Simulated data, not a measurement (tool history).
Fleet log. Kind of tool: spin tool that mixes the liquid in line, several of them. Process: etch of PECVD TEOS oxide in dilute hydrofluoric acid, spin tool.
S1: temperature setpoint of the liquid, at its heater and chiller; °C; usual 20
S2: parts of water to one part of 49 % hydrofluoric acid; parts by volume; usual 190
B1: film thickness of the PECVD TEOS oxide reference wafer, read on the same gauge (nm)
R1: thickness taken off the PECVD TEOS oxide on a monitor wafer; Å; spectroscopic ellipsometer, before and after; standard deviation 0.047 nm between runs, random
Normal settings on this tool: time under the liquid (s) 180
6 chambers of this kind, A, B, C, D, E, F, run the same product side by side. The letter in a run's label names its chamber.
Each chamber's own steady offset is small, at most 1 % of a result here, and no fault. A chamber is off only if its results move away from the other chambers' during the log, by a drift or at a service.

{"run": "1A", "hour": 7.9, "S1": 20, "S2": 190, "time under the liquid (s)": 180, "B1": 50.03, "R1": 72.043}
{"run": "2E", "hour": 14.5, "S1": 20, "S2": 190, "time under the liquid (s)": 180, "B1": 49.962, "R1": 73.642}
{"hour": 15.1, "done": "chamber F: hydrofluoric acid flow meter replaced"}
{"hour": 18.8, "done": "chamber D: hydrofluoric acid flow meter replaced"}
{"run": "3C", "hour": 22.3, "S1": 20, "S2": 190, "time under the liquid (s)": 180, "B1": 50.046, "R1": 73.355}
{"run": "4B", "hour": 28.1, "S1": 20, "S2": 190, "time under the liquid (s)": 180, "B1": 50.019, "R1": 72.727}
{"run": "5F", "hour": 35.3, "S1": 20, "S2": 190, "time under the liquid (s)": 180, "B1": 50.024, "R1": 72.556}
{"run": "6D", "hour": 44.3, "S1": 20, "S2": 190, "time under the liquid (s)": 180, "B1": 50.002, "R1": 72.902}
{"run": "7B", "hour": 51.9, "S1": 20, "S2": 190, "time under the liquid (s)": 180, "B1": 49.985, "R1": 72.454}
{"run": "8F", "hour": 56.8, "S1": 20, "S2": 190, "time under the liquid (s)": 180, "B1": 49.99, "R1": 72.79}
{"run": "9C", "hour": 64.2, "S1": 20, "S2": 190, "time under the liquid (s)": 180, "B1": 50.019, "R1": 72.855}
{"run": "10A", "hour": 71.5, "S1": 20, "S2": 230, "time under the liquid (s)": 105, "B1": 50.057, "R1": 33.887}
{"run": "11E", "hour": 80.5, "S1": 20, "S2": 230, "time under the liquid (s)": 105, "B1": 50.013, "R1": 33.886}
{"run": "12D", "hour": 85.0, "S1": 20, "S2": 230, "time under the liquid (s)": 105, "B1": 50.01, "R1": 34.065}
{"run": "13D", "hour": 91.0, "S1": 20, "S2": 230, "time under the liquid (s)": 105, "B1": 50.002, "R1": 33.965}
{"run": "14A", "hour": 98.3, "S1": 20, "S2": 230, "time under the liquid (s)": 105, "B1": 49.975, "R1": 33.908}
{"run": "15B", "hour": 105.5, "S1": 20, "S2": 230, "time under the liquid (s)": 105, "B1": 50.037, "R1": 33.856}
{"run": "16E", "hour": 110.1, "S1": 20, "S2": 130, "time under the liquid (s)": 240, "B1": 50.008, "R1": 151.8}
{"hour": 115.2, "done": "chamber A: hydrofluoric acid flow meter replaced"}
{"run": "17F", "hour": 117.3, "S1": 20, "S2": 130, "time under the liquid (s)": 240, "B1": 50.03, "R1": 150.58}
{"run": "18C", "hour": 125.7, "S1": 20, "S2": 130, "time under the liquid (s)": 240, "B1": 50.006, "R1": 151.06}
{"run": "19D", "hour": 132.6, "S1": 20, "S2": 130, "time under the liquid (s)": 240, "B1": 50.002, "R1": 149.87}
{"run": "20A", "hour": 137.5, "S1": 20, "S2": 130, "time under the liquid (s)": 240, "B1": 49.986, "R1": 151.4}
{"run": "21E", "hour": 146.1, "S1": 20, "S2": 130, "time under the liquid (s)": 240, "B1": 49.988, "R1": 153.53}
{"run": "22C", "hour": 154.3, "S1": 20, "S2": 190, "time under the liquid (s)": 180, "B1": 50.036, "R1": 73.282}
{"run": "23F", "hour": 162.1, "S1": 20, "S2": 190, "time under the liquid (s)": 180, "B1": 49.958, "R1": 70.689}
{"run": "24B", "hour": 170.6, "S1": 20, "S2": 190, "time under the liquid (s)": 180, "B1": 49.991, "R1": 71.914}
{"run": "25D", "hour": 178.4, "S1": 20, "S2": 190, "time under the liquid (s)": 180, "B1": 50.018, "R1": 72.827}
{"run": "26F", "hour": 183.3, "S1": 20, "S2": 190, "time under the liquid (s)": 180, "B1": 50.013, "R1": 69.158}
{"hour": 186.7, "done": "chamber E: thermometer replaced"}
{"run": "27A", "hour": 188.6, "S1": 20, "S2": 190, "time under the liquid (s)": 180, "B1": 49.982, "R1": 72.666}
{"run": "28B", "hour": 196.5, "S1": 20, "S2": 190, "time under the liquid (s)": 180, "B1": 49.968, "R1": 73.328}
{"run": "29E", "hour": 206.6, "S1": 20, "S2": 255, "time under the liquid (s)": 95, "B1": 49.995, "R1": 27.34}
{"run": "30C", "hour": 211.5, "S1": 20, "S2": 255, "time under the liquid (s)": 95, "B1": 50.071, "R1": 26.994}
{"hour": 215.5, "done": "chamber B: thermometer replaced"}
{"run": "31A", "hour": 220.5, "S1": 20, "S2": 255, "time under the liquid (s)": 95, "B1": 50.03, "R1": 27.03}
{"run": "32C", "hour": 227.3, "S1": 20, "S2": 255, "time under the liquid (s)": 95, "B1": 50.023, "R1": 26.903}
{"run": "33D", "hour": 233.5, "S1": 20, "S2": 255, "time under the liquid (s)": 95, "B1": 49.971, "R1": 26.896}
{"run": "34B", "hour": 241.9, "S1": 20, "S2": 255, "time under the liquid (s)": 95, "B1": 49.976, "R1": 26.679}
{"run": "35F", "hour": 250.5, "S1": 20, "S2": 190, "time under the liquid (s)": 180, "B1": 50.045, "R1": 69.404}
{"run": "36E", "hour": 255.2, "S1": 20, "S2": 190, "time under the liquid (s)": 180, "B1": 50.005, "R1": 73.318}
{"run": "37A", "hour": 264.8, "S1": 20, "S2": 190, "time under the liquid (s)": 270, "B1": 49.983, "R1": 110.01}
{"run": "38C", "hour": 275.0, "S1": 20, "S2": 190, "time under the liquid (s)": 270, "B1": 49.961, "R1": 109.17}

Is one chamber out of step, is the gauge drifting, or do the chambers differ by no more than their own small offsets? For an off chamber, give its letter and the likeliest cause.

One chamber, F, drifts off from the rest bit by bit.
What lies behind it: liquid colder than its thermometer reads (K) = 1.79.
The log may not tell that from: hydrofluoric acid flow below the setpoint (%).

Here are 4 candidates for chamber F's next run, each the usual settings with a change, their results left as question marks. Which one brings its results back in line with what the others give on the usual settings?
In line here means within this much of the mean the other chambers give on the usual settings: R1 1.6 Å
{"run": "39F-1", "hour": 282.3, "S1": 20, "S2": 195, "time under the liquid (s)": 175, "R1": "?"}
{"run": "39F-2", "hour": 282.3, "S1": 20, "S2": 185, "time under the liquid (s)": 180, "R1": "?"}
{"run": "39F-3", "hour": 282.3, "S1": 20, "S2": 195, "time under the liquid (s)": 180, "R1": "?"}
{"run": "39F-4", "hour": 282.3, "S1": 20, "S2": 180, "time under the liquid (s)": 180, "R1": "?"}

Other chambers, usual settings, mean: R1 73 Å
run=39F-1 R1=64.673
run=39F-2 R1=70.849
run=39F-3 R1=66.521
run=39F-4 R1=73.201
The right change is 39F-4: it brings the chamber back within the allowed miss of the others.

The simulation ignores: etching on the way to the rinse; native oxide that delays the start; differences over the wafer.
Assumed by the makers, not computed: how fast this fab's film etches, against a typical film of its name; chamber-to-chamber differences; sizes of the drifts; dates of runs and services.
